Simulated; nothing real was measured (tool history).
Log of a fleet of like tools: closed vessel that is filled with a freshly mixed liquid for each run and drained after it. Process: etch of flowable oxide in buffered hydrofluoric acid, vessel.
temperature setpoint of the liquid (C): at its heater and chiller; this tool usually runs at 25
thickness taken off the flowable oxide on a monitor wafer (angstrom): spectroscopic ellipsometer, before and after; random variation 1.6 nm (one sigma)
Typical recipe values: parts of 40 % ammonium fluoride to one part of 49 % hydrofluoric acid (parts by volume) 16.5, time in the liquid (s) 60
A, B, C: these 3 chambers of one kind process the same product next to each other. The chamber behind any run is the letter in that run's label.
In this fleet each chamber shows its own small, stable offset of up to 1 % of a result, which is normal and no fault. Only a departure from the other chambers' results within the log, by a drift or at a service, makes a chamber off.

| run | hour | temperature setpoint of the liquid (C) | parts of 40 % ammonium fluoride to one part of 49 % hydrofluoric acid (parts by volume) | time in the liquid (s) | hours since the thermometer was replaced | hours since the hydrofluoric acid flow meter was replaced | read-back film thickness of the flowable oxide reference wafer, read on the same gauge (nm) | thickness taken off the flowable oxide on a monitor wafer (angstrom) |
|---|---|---|---|---|---|---|---|---|
| 1B | 8.4 | 25 | 16.5 | 60 | 2582.3 | 912.8 | 39.984 | 1788.7 |
| 2A | 17.2 | 25 | 16.5 | 60 | 2433.6 | 1318.8 | 40.032 | 1777.9 |
| 3C | 24.0 | 25 | 16.5 | 60 | 682.5 | 101.6 | 39.960 | 1813.3 |
| 4A | 31.5 | 25 | 16.5 | 60 | 2447.9 | 1333.1 | 39.939 | 1829.5 |
| 5B | 38.2 | 25 | 16.5 | 60 | 2612.1 | 942.6 | 39.976 | 1799.4 |
| 6C | 43.7 | 25 | 16.5 | 60 | 702.2 | 121.3 | 39.979 | 1823.4 |
| 7B | 51.6 | 25 | 16.5 | 60 | 2625.5 | 956.0 | 39.970 | 1767.9 |
| 8A | 58.4 | 25 | 16.5 | 60 | 2474.8 | 1360.0 | 40.031 | 1810.9 |
| 9C | 64.9 | 25 | 16.5 | 60 | 723.4 | 142.5 | 40.028 | 1832.4 |
| 10B | 70.4 | 25 | 16.5 | 60 | 2644.3 | 974.8 | 40.017 | 1796.6 |
| 11C | 76.1 | 25 | 16.5 | 60 | 734.6 | 153.7 | 40.055 | 1792.9 |
| 12A | 86.1 | 25 | 16.5 | 60 | 2502.5 | 1387.7 | 39.984 | 1811.7 |
| 13C | 93.9 | 25 | 16.5 | 60 | 752.4 | 171.5 | 40.005 | 1798.5 |
| 14B | 103.0 | 25 | 16.5 | 60 | 2676.9 | 1007.4 | 39.995 | 1790.0 |
| 15A | 108.0 | 25 | 16.5 | 60 | 2524.4 | 1409.6 | 39.999 | 1858.4 |
| 16A | 118.2 | 25 | 16.5 | 60 | 2534.6 | 1419.8 | 39.984 | 1900.3 |
| 17C | 128.3 | 25 | 16.5 | 60 | 786.8 | 205.9 | 40.033 | 1811.0 |
| 18B | 134.9 | 25 | 16.5 | 60 | 2708.8 | 1039.3 | 39.965 | 1815.8 |
| 19B | 144.6 | 25 | 16.5 | 60 | 2718.5 | 1049.0 | 40.052 | 1785.6 |
| 20A | 149.3 | 27 | 16.5 | 85 | 2565.7 | 1450.9 | 40.063 | 3010.9 |
| 21C | 155.1 | 27 | 16.5 | 85 | 813.6 | 232.7 | 40.029 | 2871.7 |
| 22B | 164.6 | 27 | 16.5 | 85 | 2738.5 | 1069.0 | 40.006 | 2820.3 |
| 23C | 169.7 | 25 | 16.5 | 60 | 828.2 | 247.3 | 39.951 | 1848.6 |
| 24A | 175.4 | 25 | 16.5 | 60 | 2591.8 | 1477.0 | 40.007 | 1950.2 |
| 25C | 182.4 | 25 | 16.5 | 60 | 840.9 | 260.0 | 40.038 | 1832.7 |
| 26A | 191.4 | 25 | 16.5 | 60 | 2607.8 | 1493.0 | 39.991 | 1981.3 |
| 27B | 197.3 | 25 | 16.5 | 60 | 2771.2 | 1101.7 | 40.003 | 1817.8 |

Does one chamber stand apart from the rest, does the shared gauge drift, or is all well apart from small per-chamber offsets? Give the chamber and the most likely cause, where there is one.

Little by little, chamber A moves away from the other chambers.
Cause: hydrofluoric acid flow above the setpoint (%) = 10.
With only this log, it may be confused with: liquid hotter than its thermometer reads (K).

Chamber A could run next with any of the 4 candidate recipes listed below; each alters the usual settings, and their results appear as question marks. Which one brings its results back in line with what the other chambers deliver on the usual settings?
Maximum distance from the other chambers' mean on the usual settings for a result to count as in line: thickness taken off the flowable oxide on a monitor wafer (angstrom) 57.0
| 28A-1 | 204.8 | 25.0 | 20.0 | 60 |  |  |  | ? |
| 28A-2 | 204.8 | 25.5 | 15.5 | 60 |  |  |  | ? |
| 28A-3 | 204.8 | 25.0 | 16.5 | 55 |  |  |  | ? |
| 28A-4 | 204.8 | 25.0 | 13.5 | 60 |  |  |  | ? |

Usual-settings mean across the other chambers: thickness taken off the flowable oxide on a monitor wafer (angstrom) 1813.9
| run | thickness taken off the flowable oxide on a monitor wafer (angstrom) |
|---|---|
| 28A-1 | 1644.1 |
| 28A-2 | 2176.4 |
| 28A-3 | 1824.7 |
| 28A-4 | 2429.4 |
The right change is 28A-3: it brings the chamber back within the allowed miss of the others.
